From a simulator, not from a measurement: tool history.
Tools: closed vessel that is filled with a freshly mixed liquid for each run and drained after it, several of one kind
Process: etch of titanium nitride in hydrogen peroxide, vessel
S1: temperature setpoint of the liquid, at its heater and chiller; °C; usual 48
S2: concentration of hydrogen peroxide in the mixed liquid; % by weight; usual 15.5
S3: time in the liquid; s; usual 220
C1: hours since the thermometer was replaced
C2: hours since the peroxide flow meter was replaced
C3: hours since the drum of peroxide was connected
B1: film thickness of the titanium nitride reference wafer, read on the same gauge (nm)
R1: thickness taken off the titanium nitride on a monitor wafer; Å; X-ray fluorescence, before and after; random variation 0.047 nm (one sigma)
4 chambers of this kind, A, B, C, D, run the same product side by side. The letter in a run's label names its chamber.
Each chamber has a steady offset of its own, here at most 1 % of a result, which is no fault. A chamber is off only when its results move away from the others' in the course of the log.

{"run": "1B", "hour": 6.7, "S1": 48, "S2": 15.5, "S3": 220, "C1": 1261.6, "C2": 23, "C3": 154, "B1": 89.993, "R1": 148.38}
{"run": "2A", "hour": 12.9, "S1": 48, "S2": 15.5, "S3": 220, "C1": 531.3, "C2": 1117, "C3": 53.2, "B1": 90.015, "R1": 149.7}
{"hour": 15.0, "done": "chamber D: new drum of peroxide connected"}
{"run": "3D", "hour": 19.4, "S1": 48, "S2": 15.5, "S3": 220, "C1": 2465.4, "C2": 1146.2, "C3": 4.4, "B1": 90.005, "R1": 149.41}
{"run": "4C", "hour": 26.2, "S1": 48, "S2": 15.5, "S3": 220, "C1": 1499.5, "C2": 1433.9, "C3": 127.2, "B1": 90.028, "R1": 150.87}
{"run": "5D", "hour": 31.2, "S1": 48, "S2": 15.5, "S3": 220, "C1": 2477.2, "C2": 1158, "C3": 16.2, "B1": 90.038, "R1": 149.71}
{"run": "6B", "hour": 36.5, "S1": 48, "S2": 15.5, "S3": 220, "C1": 1291.4, "C2": 52.8, "C3": 183.8, "B1": 90.022, "R1": 149.45}
{"run": "7A", "hour": 42.7, "S1": 48, "S2": 15.5, "S3": 220, "C1": 561.1, "C2": 1146.8, "C3": 83, "B1": 89.986, "R1": 150.32}
{"run": "8C", "hour": 47.8, "S1": 48, "S2": 12, "S3": 220, "C1": 1521.1, "C2": 1455.5, "C3": 148.8, "B1": 90.008, "R1": 142.22}
{"run": "9C", "hour": 51.7, "S1": 48, "S2": 12, "S3": 220, "C1": 1525, "C2": 1459.4, "C3": 152.7, "B1": 89.986, "R1": 142.75}
{"run": "10B", "hour": 57.9, "S1": 48, "S2": 12, "S3": 220, "C1": 1312.8, "C2": 74.2, "C3": 205.2, "B1": 89.985, "R1": 142.54}
{"run": "11A", "hour": 61.9, "S1": 48, "S2": 12, "S3": 220, "C1": 580.3, "C2": 1166, "C3": 102.2, "B1": 89.982, "R1": 141.96}
{"run": "12D", "hour": 65.9, "S1": 48, "S2": 15.5, "S3": 220, "C1": 2511.9, "C2": 1192.7, "C3": 50.9, "B1": 90.008, "R1": 149.21}
{"run": "13D", "hour": 71.0, "S1": 48, "S2": 15.5, "S3": 220, "C1": 2517, "C2": 1197.8, "C3": 56, "B1": 90.003, "R1": 150.15}
{"run": "14C", "hour": 74.2, "S1": 48, "S2": 15.5, "S3": 220, "C1": 1547.5, "C2": 1481.9, "C3": 175.2, "B1": 89.991, "R1": 151.04}
{"run": "15A", "hour": 77.7, "S1": 48, "S2": 15.5, "S3": 220, "C1": 596.1, "C2": 1181.8, "C3": 118, "B1": 90.025, "R1": 149.64}
{"run": "16B", "hour": 81.4, "S1": 48, "S2": 15.5, "S3": 220, "C1": 1336.3, "C2": 97.7, "C3": 228.7, "B1": 90.025, "R1": 151.71}
{"run": "17D", "hour": 85.9, "S1": 48, "S2": 15.5, "S3": 220, "C1": 2531.9, "C2": 1212.7, "C3": 70.9, "B1": 90.004, "R1": 149.39}
{"run": "18C", "hour": 92.7, "S1": 48, "S2": 15.5, "S3": 220, "C1": 1566, "C2": 1500.4, "C3": 193.7, "B1": 90.013, "R1": 150.06}
{"run": "19B", "hour": 99.2, "S1": 48, "S2": 15.5, "S3": 220, "C1": 1354.1, "C2": 115.5, "C3": 246.5, "B1": 89.995, "R1": 153.57}
{"run": "20A", "hour": 103.5, "S1": 48, "S2": 15.5, "S3": 220, "C1": 621.9, "C2": 1207.6, "C3": 143.8, "B1": 90.02, "R1": 149.98}
{"run": "21D", "hour": 108.6, "S1": 48, "S2": 15.5, "S3": 220, "C1": 2554.6, "C2": 1235.4, "C3": 93.6, "B1": 89.995, "R1": 150.06}
{"run": "22A", "hour": 112.7, "S1": 48, "S2": 15.5, "S3": 220, "C1": 631.1, "C2": 1216.8, "C3": 153, "B1": 89.998, "R1": 149.6}
{"hour": 116.3, "done": "chamber D: thermometer replaced"}
{"run": "23B", "hour": 118.9, "S1": 48, "S2": 15.5, "S3": 220, "C1": 1373.8, "C2": 135.2, "C3": 266.2, "B1": 90.005, "R1": 154.34}
{"run": "24C", "hour": 124.4, "S1": 44, "S2": 15.5, "S3": 305, "C1": 1597.7, "C2": 1532.1, "C3": 225.4, "B1": 90.034, "R1": 155.76}
{"run": "25B", "hour": 129.0, "S1": 44, "S2": 15.5, "S3": 305, "C1": 1383.9, "C2": 145.3, "C3": 276.3, "B1": 89.978, "R1": 159.89}
{"run": "26D", "hour": 132.1, "S1": 44, "S2": 15.5, "S3": 305, "C1": 15.9, "C2": 1258.9, "C3": 117.1, "B1": 89.999, "R1": 152.88}
{"run": "27A", "hour": 137.9, "S1": 44, "S2": 15.5, "S3": 305, "C1": 656.3, "C2": 1242, "C3": 178.2, "B1": 89.993, "R1": 154.63}
{"run": "28C", "hour": 144.0, "S1": 48, "S2": 15.5, "S3": 220, "C1": 1617.3, "C2": 1551.7, "C3": 245, "B1": 89.997, "R1": 150.54}
{"run": "29A", "hour": 147.9, "S1": 48, "S2": 15.5, "S3": 220, "C1": 666.3, "C2": 1252, "C3": 188.2, "B1": 90.024, "R1": 149.89}

Is one chamber off against the others, does the gauge drift, or is nothing wrong? If a chamber is off, say which, and what the likeliest cause is.

Chamber B drifts away from the others.
Cause: liquid hotter than its thermometer reads (K) = 0.592.

Here are 4 candidates for chamber B's next run, each the usual settings with a change, their results left as question marks. Which one brings its results back in line with what the others give on the usual settings?
In line means no further than this from the other chambers' mean on the usual settings: R1 1.6 Å
{"run": "30B-1", "hour": 153.0, "S1": 48, "S2": 18.5, "S3": 220, "R1": "?"}
{"run": "30B-2", "hour": 153.0, "S1": 49, "S2": 15.5, "S3": 220, "R1": "?"}
{"run": "30B-3", "hour": 153.0, "S1": 47.5, "S2": 15.5, "S3": 220, "R1": "?"}
{"run": "30B-4", "hour": 153.0, "S1": 47, "S2": 15.5, "S3": 220, "R1": "?"}

The other chambers' mean on the usual settings: R1 149.83 Å
run=30B-1 R1=161.99
run=30B-2 R1=167.8
run=30B-3 R1=150.45
run=30B-4 R1=145.05
30B-3 brings the chamber back in line.

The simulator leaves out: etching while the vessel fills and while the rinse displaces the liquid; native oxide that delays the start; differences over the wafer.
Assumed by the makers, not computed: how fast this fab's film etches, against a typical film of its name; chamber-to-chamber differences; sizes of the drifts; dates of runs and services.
